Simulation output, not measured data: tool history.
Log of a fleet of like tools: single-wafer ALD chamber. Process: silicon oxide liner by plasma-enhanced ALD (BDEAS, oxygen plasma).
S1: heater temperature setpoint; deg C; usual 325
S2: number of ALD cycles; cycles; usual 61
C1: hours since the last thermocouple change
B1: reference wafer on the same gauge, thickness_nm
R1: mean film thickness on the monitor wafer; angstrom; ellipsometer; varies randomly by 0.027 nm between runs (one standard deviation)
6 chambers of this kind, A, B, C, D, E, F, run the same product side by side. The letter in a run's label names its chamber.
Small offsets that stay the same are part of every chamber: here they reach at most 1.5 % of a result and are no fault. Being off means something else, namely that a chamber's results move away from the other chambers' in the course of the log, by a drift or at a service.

run 1B hour=13.1 | S1=325 S2=61 | C1=761.2 | B1=4.5048 | R1=55.116
run 2C hour=24.5 | S1=325 S2=61 | C1=832.7 | B1=4.4972 | R1=54.722
run 3F hour=37.4 | S1=325 S2=61 | C1=2522.1 | B1=4.4990 | R1=55.408
-- hour=37.7 chamber F: thermocouple changed; heater temperature recalibrated
run 4D hour=47.8 | S1=325 S2=61 | C1=1440.5 | B1=4.4998 | R1=54.393
run 5A hour=54.1 | S1=325 S2=61 | C1=1790.2 | B1=4.4992 | R1=55.107
run 6E hour=64.0 | S1=325 S2=61 | C1=499.5 | B1=4.5049 | R1=54.810
run 7F hour=70.4 | S1=325 S2=61 | C1=32.8 | B1=4.5018 | R1=54.369
run 8B hour=81.7 | S1=325 S2=61 | C1=829.8 | B1=4.5002 | R1=54.726
run 9C hour=95.9 | S1=325 S2=61 | C1=904.1 | B1=4.5036 | R1=54.991
run 10D hour=106.5 | S1=325 S2=61 | C1=1499.2 | B1=4.4992 | R1=54.209
run 11E hour=116.7 | S1=325 S2=61 | C1=552.2 | B1=4.4997 | R1=54.635
run 12A hour=123.8 | S1=319 S2=70 | C1=1859.9 | B1=4.4966 | R1=63.718
run 13C hour=136.9 | S1=319 S2=70 | C1=945.1 | B1=4.4981 | R1=63.019
run 14F hour=147.7 | S1=319 S2=70 | C1=110.1 | B1=4.4943 | R1=63.529
run 15A hour=161.4 | S1=319 S2=70 | C1=1897.5 | B1=4.5039 | R1=63.579
run 16D hour=169.0 | S1=319 S2=70 | C1=1561.7 | B1=4.5031 | R1=62.622
run 17E hour=181.0 | S1=319 S2=70 | C1=616.5 | B1=4.4938 | R1=63.515
run 18B hour=191.8 | S1=325 S2=61 | C1=939.9 | B1=4.5005 | R1=55.454
run 19A hour=200.7 | S1=325 S2=61 | C1=1936.8 | B1=4.5053 | R1=55.246
run 20F hour=211.6 | S1=325 S2=61 | C1=174.0 | B1=4.4908 | R1=54.664
run 21C hour=218.0 | S1=325 S2=61 | C1=1026.2 | B1=4.5018 | R1=54.771
run 22E hour=228.2 | S1=325 S2=61 | C1=663.7 | B1=4.5035 | R1=54.695
run 23D hour=235.1 | S1=325 S2=61 | C1=1627.8 | B1=4.4931 | R1=54.319
run 24B hour=241.9 | S1=325 S2=61 | C1=990.0 | B1=4.4975 | R1=55.301
-- hour=247.0 chamber D: thermocouple changed; heater temperature recalibrated
run 25E hour=253.5 | S1=325 S2=61 | C1=689.0 | B1=4.5004 | R1=54.680
run 26F hour=267.1 | S1=314 S2=61 | C1=229.5 | B1=4.5063 | R1=55.406
run 27B hour=274.2 | S1=314 S2=61 | C1=1022.3 | B1=4.4943 | R1=56.293
run 28A hour=280.4 | S1=314 S2=61 | C1=2016.5 | B1=4.4978 | R1=56.136
run 29D hour=290.1 | S1=314 S2=61 | C1=43.1 | B1=4.4960 | R1=54.862
run 30C hour=299.6 | S1=314 S2=61 | C1=1107.8 | B1=4.4929 | R1=55.660
run 31E hour=306.0 | S1=314 S2=61 | C1=741.5 | B1=4.5029 | R1=55.978
run 32B hour=314.2 | S1=325 S2=61 | C1=1062.3 | B1=4.4990 | R1=55.583
run 33A hour=325.3 | S1=325 S2=61 | C1=2061.4 | B1=4.5056 | R1=54.694
run 34C hour=338.4 | S1=325 S2=61 | C1=1146.6 | B1=4.5003 | R1=54.729
run 35D hour=348.6 | S1=325 S2=61 | C1=101.6 | B1=4.5005 | R1=54.286
run 36F hour=361.5 | S1=319 S2=65 | C1=323.9 | B1=4.4966 | R1=59.201
run 37E hour=368.6 | S1=319 S2=65 | C1=804.1 | B1=4.4966 | R1=59.061
run 38A hour=376.5 | S1=319 S2=65 | C1=2112.6 | B1=4.5063 | R1=59.175
run 39D hour=385.1 | S1=319 S2=65 | C1=138.1 | B1=4.4982 | R1=57.818
run 40C hour=393.6 | S1=319 S2=65 | C1=1201.8 | B1=4.5031 | R1=58.941
run 41B hour=406.6 | S1=319 S2=65 | C1=1154.7 | B1=4.4995 | R1=59.224
run 42F hour=419.9 | S1=325 S2=61 | C1=382.3 | B1=4.4967 | R1=54.793
run 43E hour=428.6 | S1=325 S2=61 | C1=864.1 | B1=4.4985 | R1=55.414
run 44C hour=436.0 | S1=325 S2=61 | C1=1244.2 | B1=4.5062 | R1=54.709

Does one chamber stand apart from the rest, does the shared gauge drift, or is all well apart from small per-chamber offsets? Give the chamber and the most likely cause, where there is one.

No chamber is off and the gauge is stable; the differences are just each chamber's small, constant offset.
